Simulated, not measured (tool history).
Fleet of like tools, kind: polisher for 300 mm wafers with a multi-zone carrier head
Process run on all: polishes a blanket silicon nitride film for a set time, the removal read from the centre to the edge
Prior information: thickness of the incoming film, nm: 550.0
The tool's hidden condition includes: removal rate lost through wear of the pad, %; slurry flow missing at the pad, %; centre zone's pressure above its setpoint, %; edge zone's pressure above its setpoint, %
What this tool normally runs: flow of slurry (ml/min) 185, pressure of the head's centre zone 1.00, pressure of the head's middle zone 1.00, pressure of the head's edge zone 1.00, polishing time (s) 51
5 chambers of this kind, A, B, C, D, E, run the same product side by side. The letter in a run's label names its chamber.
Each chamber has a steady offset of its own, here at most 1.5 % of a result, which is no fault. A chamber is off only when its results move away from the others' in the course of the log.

run   hour  flow of slurry (ml/min)  pressure of the head's centre zone  pressure of the head's middle zone  pressure of the head's edge zone  polishing time (s)  wafers polished on this pad  hours since the slurry nozzle was cleaned  hours since the centre zone pressure was calibrated  hours since the edge zone pressure was calibrated  film removed at the wafer's centre (Å)  film removed at mid-radius (Å)  film removed at the wafer's edge (Å)
 1B    3.3                      185                                1.00                                1.00                              1.00                  51                           64                                      227.5                                                302.9                                              446.4                                  895.78                          886.27                                887.70
 2C    8.7                      185                                1.00                                1.00                              1.00                  51                          269                                      140.7                                                474.6                                               68.8                                  901.75                          894.03                                882.51
 3A   11.8                      185                                1.00                                1.00                              1.00                  51                          138                                       77.1                                                885.8                                              152.6                                  908.96                          902.34                                900.90
 4D   15.8                      185                                1.00                                1.00                              1.00                  51                          326                                      196.3                                               1075.0                                               56.5                                  889.07                          901.97                                919.02
 5E   19.9                      185                                1.00                                1.00                              1.00                  51                          509                                       73.2                                                107.0                                              487.7                                  871.35                          890.95                                888.22
 6C   22.4                      185                                1.00                                1.00                              1.00                  51                          430                                      154.4                                                488.3                                               82.5                                  906.56                          885.15                                924.67
 7B   25.7                      150                                1.00                                1.00                              0.94                  51                          328                                      249.9                                                325.3                                              468.8                                  876.30                          862.87                                855.71
      27.6  -- chamber E: worn pad replaced by a new one
 8A   28.4                      150                                1.00                                1.00                              0.94                  51                          333                                       93.7                                                902.4                                              169.2                                  868.21                          873.01                                846.96
 9D   31.8                      150                                1.00                                1.00                              0.94                  51                          514                                      212.3                                               1091.0                                               72.5                                  874.18                          871.69                                855.91
10E   35.7                      150                                1.00                                1.00                              0.94                  51                           95                                       89.0                                                122.8                                              503.5                                  876.00                          880.27                                850.46
11E   38.5                      150                                1.00                                1.00                              0.94                  51                          128                                       91.8                                                125.6                                              506.3                                  863.27                          882.53                                855.76
12B   42.7                      185                                1.00                                1.00                              1.00                  51                          527                                      266.9                                                342.3                                              485.8                                  893.23                          899.31                                892.95
13A   46.7                      185                                1.00                                1.00                              1.00                  51                          548                                      112.0                                                920.7                                              187.5                                  898.54                          889.61                                891.35
14D   49.4                      185                                1.00                                1.00                              1.00                  51                          721                                      229.9                                               1108.6                                               90.1                                  892.88                          898.42                                908.09
15C   52.7                      185                                1.00                                1.00                              1.00                  51                          786                                      184.7                                                518.6                                              112.8                                  892.90                          892.93                                891.40
16B   57.1                      185                                1.00                                1.00                              1.00                  51                          697                                      281.3                                                356.7                                              500.2                                  901.38                          914.12                                885.04
      57.7  -- chamber C: centre zone pressure recalibrated
17D   61.2                      185                                1.06                                1.00                              1.00                  51                          859                                      241.7                                               1120.4                                              101.9                                  960.40                          903.24                                918.60
18C   64.2                      185                                1.06                                1.00                              1.00                  51                          921                                      196.2                                                  6.6                                              124.3                                  976.15                          887.59                                897.00
19A   67.3                      185                                1.06                                1.00                              1.00                  51                          791                                      132.6                                                941.3                                              208.1                                  957.36                          874.09                                896.95
20E   70.0                      185                                1.06                                1.00                              1.00                  51                          498                                      123.3                                                157.1                                              537.8                                  953.62                          885.05                                902.30
21E   72.6                      185                                1.06                                1.00                              1.00                  51                          528                                      125.9                                                159.7                                              540.4                                  954.95                          894.96                                894.93
22B   76.6                      185                                1.00                                1.00                              1.00                  51                          926                                      300.8                                                376.2                                              519.7                                  895.68                          906.66                                875.75
23A   80.4                      185                                1.00                                1.00                              1.00                  51                          945                                      145.7                                                954.4                                              221.2                                  887.01                          876.91                                911.11
      80.9  -- chamber E: worn pad replaced by a new one
24D   83.6                      185                                1.00                                1.00                              1.00                  51                         1123                                      264.1                                               1142.8                                              124.3                                  900.35                          888.76                                912.12
25C   86.4                      185                                1.00                                1.00                              1.00                  51                         1182                                      218.4                                                 28.8                                              146.5                                  863.41                          869.42                                870.93
26D   91.9                      185                                1.00                                1.00                              1.00                  51                         1220                                      272.4                                               1151.1                                              132.6                                  909.83                          892.64                                895.36
27A   94.9                      185                                1.00                                1.00                              1.00                  51                         1115                                      160.2                                                968.9                                              235.7                                  894.68                          884.06                                899.72
28C   97.6                      235                                1.00                                1.08                              1.00                  51                         1314                                      229.6                                                 40.0                                              157.7                                  903.36                          940.78                                901.49
29B  100.5                      235                                1.00                                1.08                              1.00                  51                         1207                                      324.7                                                400.1                                              543.6                                  938.32                          999.10                                914.71
30E  104.6                      235                                1.00                                1.08                              1.00                  51                          279                                      157.9                                                191.7                                              572.4                                  937.15                          988.21                                916.81
     105.2  -- chamber A: worn pad replaced by a new one
     105.4  -- chamber D: worn pad replaced by a new one
31D  109.0                      235                                1.00                                1.08                              1.00                  51                           43                                      289.5                                               1168.2                                              149.7                                  936.81                         1004.30                                905.97
     111.2  -- chamber B: slurry nozzle cleaned
32B  111.7                      235                                1.00                                1.08                              1.00                  51                         1339                                        0.5                                                411.3                                              554.8                                  949.17                          997.78                                930.25
33A  115.1                      185                                1.00                                1.00                              1.00                  51                          117                                      180.4                                                989.1                                              255.9                                  895.06                          886.57                                898.36
34C  119.4                      185                                1.00                                1.00                              1.00                  51                         1570                                      251.4                                                 61.8                                              179.5                                  838.33                          837.29                                860.53
35E  121.9                      185                                1.00                                1.00                              1.00                  51                          482                                      175.2                                                209.0                                              589.7                                  906.87                          896.81                                904.19
36D  127.1                      185                                1.00                                1.00                              1.00                  51                          256                                      307.6                                               1186.3                                              167.8                                  884.91                          883.90                                909.66
37E  129.5                      185                                1.00                                1.00                              1.00                  51                          571                                      182.8                                                216.6                                              597.3                                  899.75                          891.81                                899.21

What goes on in this fleet: one chamber off, a drifting gauge, or nothing beyond the chambers' own small offsets? Name the chamber and the cause, if any.

Chamber C drifts away from the others.
Cause: removal rate lost through wear of the pad, % = 7.71.
From this log alone, it may not be told apart from: slurry flow missing at the pad, %.

Below are 4 candidate recipes for chamber C's next run, each the usual settings with a change, their results shown as question marks. Which of them brings C's results back in line with what the other chambers give on the usual settings?
In-line tolerance around the mean of the other chambers on the usual settings: film removed at the wafer's centre (Å) 42.00; film removed at mid-radius (Å) 38.00; film removed at the wafer's edge (Å) 33.00
38C-1  133.5                      185                                1.00                                1.01                              1.00                  55                                                                                                                                                                                                                       ?                               ?                                     ?
38C-2  133.5                      185                                1.00                                0.99                              1.00                  47                                                                                                                                                                                                                       ?                               ?                                     ?
38C-3  133.5                      180                                1.00                                0.99                              1.00                  44                                                                                                                                                                                                                       ?                               ?                                     ?
38C-4  133.5                      190                                1.00                                1.01                              1.00                  58                                                                                                                                                                                                                       ?                               ?                                     ?

The mean the other chambers reach with the usual settings: film removed at the wafer's centre (Å) 898.64; film removed at mid-radius (Å) 898.20; film removed at the wafer's edge (Å) 900.87
  run  film removed at the wafer's centre (Å)  film removed at mid-radius (Å)  film removed at the wafer's edge (Å)
38C-1                                  897.95                          899.40                                895.67
38C-2                                  767.22                          754.61                                765.61
38C-3                                  714.77                          703.38                                714.45
38C-4                                  951.30                          952.38                                947.41
38C-1 brings the chamber back in line.

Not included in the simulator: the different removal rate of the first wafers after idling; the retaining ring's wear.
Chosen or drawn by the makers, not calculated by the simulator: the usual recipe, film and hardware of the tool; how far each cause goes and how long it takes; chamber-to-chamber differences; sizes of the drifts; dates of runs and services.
